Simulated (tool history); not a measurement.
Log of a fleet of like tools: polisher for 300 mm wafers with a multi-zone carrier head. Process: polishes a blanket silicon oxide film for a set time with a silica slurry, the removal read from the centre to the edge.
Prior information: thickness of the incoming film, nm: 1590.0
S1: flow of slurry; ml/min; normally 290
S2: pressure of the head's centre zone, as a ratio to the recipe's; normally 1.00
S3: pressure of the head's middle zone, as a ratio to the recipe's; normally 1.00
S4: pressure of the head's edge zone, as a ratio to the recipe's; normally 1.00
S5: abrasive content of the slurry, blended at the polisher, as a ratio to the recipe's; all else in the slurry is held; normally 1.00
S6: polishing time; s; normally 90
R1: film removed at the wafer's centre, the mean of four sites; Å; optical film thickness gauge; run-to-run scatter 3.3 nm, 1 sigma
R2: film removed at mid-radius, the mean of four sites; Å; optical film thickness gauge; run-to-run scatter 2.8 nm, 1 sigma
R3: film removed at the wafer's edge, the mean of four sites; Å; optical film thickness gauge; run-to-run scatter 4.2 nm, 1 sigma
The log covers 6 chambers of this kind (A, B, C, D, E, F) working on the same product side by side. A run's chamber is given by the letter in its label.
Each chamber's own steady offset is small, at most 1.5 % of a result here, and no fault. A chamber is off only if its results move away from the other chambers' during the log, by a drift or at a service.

run   hour   S1    S2    S3    S4    S5  S6      R1      R2      R3
 1D    4.3  290  1.00  1.00  1.00  1.00  90  3362.0  3345.6  3365.1
       7.3  -- chamber E: worn pad replaced by a new one
       7.7  -- chamber C: worn pad replaced by a new one
 2C   12.3  290  1.00  1.00  1.00  1.00  90  3414.7  3344.2  3365.4
 3B   18.3  290  1.00  1.00  1.00  1.00  90  3340.4  3307.1  3435.8
      22.5  -- chamber B: worn pad replaced by a new one
      23.4  -- chamber D: worn pad replaced by a new one
 4A   25.5  290  1.00  1.00  1.00  1.00  90  3387.5  3397.8  3365.0
 5E   32.1  290  1.00  1.00  1.00  1.00  90  3393.0  3358.2  3246.7
      38.6  -- chamber B: edge zone pressure recalibrated
 6F   39.8  290  1.00  1.00  1.00  1.00  90  3341.4  3402.7  3349.2
      45.7  -- chamber A: worn pad replaced by a new one
 7A   47.8  290  1.00  1.00  1.00  1.00  90  3329.6  3423.2  3403.0
 8C   53.0  290  1.00  1.00  1.00  1.00  90  3437.2  3354.4  3373.2
 9D   60.5  290  1.00  1.00  1.00  1.00  90  3339.3  3403.9  3392.0
      66.7  -- chamber B: centre zone pressure recalibrated
10B   68.7  290  1.00  0.91  1.00  0.85  90  3117.4  2770.3  3170.9
11E   74.9  290  1.00  0.91  1.00  0.85  90  3144.8  2819.2  3075.5
      80.1  -- chamber D: slurry nozzle cleaned
      80.7  -- chamber E: worn pad replaced by a new one
12F   81.5  290  1.00  0.91  1.00  0.85  90  3092.7  2846.6  3089.2
      82.5  -- chamber B: worn pad replaced by a new one
      85.1  -- chamber D: worn pad replaced by a new one
      87.4  -- chamber F: worn pad replaced by a new one
13B   88.0  290  1.00  0.91  1.00  0.85  90  3050.5  2801.7  3082.5
14D   93.6  290  1.00  0.91  1.00  0.85  90  3127.3  2875.3  3087.1
      96.0  -- chamber F: slurry nozzle cleaned
15F  101.2  290  1.00  0.91  1.00  0.85  90  3125.6  2815.4  3116.8
16E  107.5  290  1.00  1.00  1.00  1.00  90  3413.3  3319.4  3311.4
     110.6  -- chamber D: centre zone pressure recalibrated
17C  111.2  290  1.00  1.00  1.00  1.00  90  3397.3  3359.6  3379.8
     112.9  -- chamber E: slurry nozzle cleaned
     117.9  -- chamber B: slurry nozzle cleaned
18A  119.0  290  1.00  1.00  1.00  1.00  90  3339.1  3388.3  3386.3
19B  125.3  290  1.00  1.00  1.00  1.00  90  3406.8  3378.3  3402.8
     130.5  -- chamber F: edge zone pressure recalibrated
20C  133.2  290  1.00  1.00  1.00  1.00  90  3419.9  3337.2  3327.1
     139.2  -- chamber C: worn pad replaced by a new one
21D  140.8  290  1.00  1.00  1.00  1.00  90  3395.3  3387.7  3337.6
22E  145.1  290  1.00  1.00  1.00  1.00  90  3459.1  3329.9  3329.2
     146.3  -- chamber E: worn pad replaced by a new one
     149.5  -- chamber B: worn pad replaced by a new one
23F  150.7  290  1.00  1.00  1.00  1.00  90  3378.4  3383.2  3388.4
     156.7  -- chamber D: worn pad replaced by a new one
24A  158.8  290  1.00  1.00  1.00  1.00  90  3370.6  3456.1  3346.5
25A  166.4  290  1.00  1.00  1.00  1.00  90  3401.1  3420.7  3369.5
26D  170.1  290  1.00  1.00  1.00  1.00  90  3378.9  3365.5  3439.8
27C  178.0  290  1.00  1.00  1.00  1.00  90  3496.1  3351.3  3460.7
28E  184.3  290  1.00  1.00  1.00  1.00  90  3363.3  3319.0  3313.6
     186.4  -- chamber E: edge zone pressure recalibrated
29B  190.8  290  1.04  1.00  0.91  1.00  90  3505.8  3328.6  3183.9
     192.2  -- chamber A: worn pad replaced by a new one
30F  199.0  290  1.04  1.00  0.91  1.00  90  3555.9  3340.8  3284.9
31F  206.5  290  1.04  1.00  0.91  1.00  90  3488.1  3333.6  3181.8
     209.4  -- chamber E: worn pad replaced by a new one
     211.7  -- chamber F: worn pad replaced by a new one
32E  213.5  290  1.04  1.00  0.91  1.00  90  3580.3  3368.5  3092.0
     215.2  -- chamber D: worn pad replaced by a new one
     220.4  -- chamber B: worn pad replaced by a new one
33C  220.5  290  1.04  1.00  0.91  1.00  90  3619.5  3336.7  3202.0
     222.1  -- chamber A: slurry nozzle cleaned
34D  225.4  290  1.04  1.00  0.91  1.00  90  3516.0  3392.7  3194.3
35A  230.5  290  1.00  0.94  1.00  1.00  90  3353.0  3212.3  3287.6
36B  235.5  290  1.00  0.94  1.00  1.00  90  3386.9  3160.3  3473.3
37F  242.1  290  1.00  0.94  1.00  1.00  90  3408.4  3165.8  3491.2
     244.7  -- chamber C: worn pad replaced by a new one
38D  250.3  290  1.00  0.94  1.00  1.00  90  3366.4  3204.5  3410.9
39C  257.6  290  1.00  0.94  1.00  1.00  90  3570.3  3172.9  3279.9

Predict what each chamber gives when all 6 of them run the settings below next.
40A  263.6  290  0.93  1.00  1.00  1.00  90   ?   ?   ?
40B  263.6  290  0.93  1.00  1.00  1.00  90   ?   ?   ?
40C  263.6  290  0.93  1.00  1.00  1.00  90   ?   ?   ?
40D  263.6  290  0.93  1.00  1.00  1.00  90   ?   ?   ?
40E  263.6  290  0.93  1.00  1.00  1.00  90   ?   ?   ?
40F  263.6  290  0.93  1.00  1.00  1.00  90   ?   ?   ?

run      R1      R2      R3
40A  3142.2  3389.1  3409.4
40B  3120.0  3363.0  3433.7
40C  3297.5  3331.2  3365.6
40D  3113.9  3302.8  3347.6
40E  3127.9  3392.5  3287.4
40F  3107.6  3398.4  3382.2

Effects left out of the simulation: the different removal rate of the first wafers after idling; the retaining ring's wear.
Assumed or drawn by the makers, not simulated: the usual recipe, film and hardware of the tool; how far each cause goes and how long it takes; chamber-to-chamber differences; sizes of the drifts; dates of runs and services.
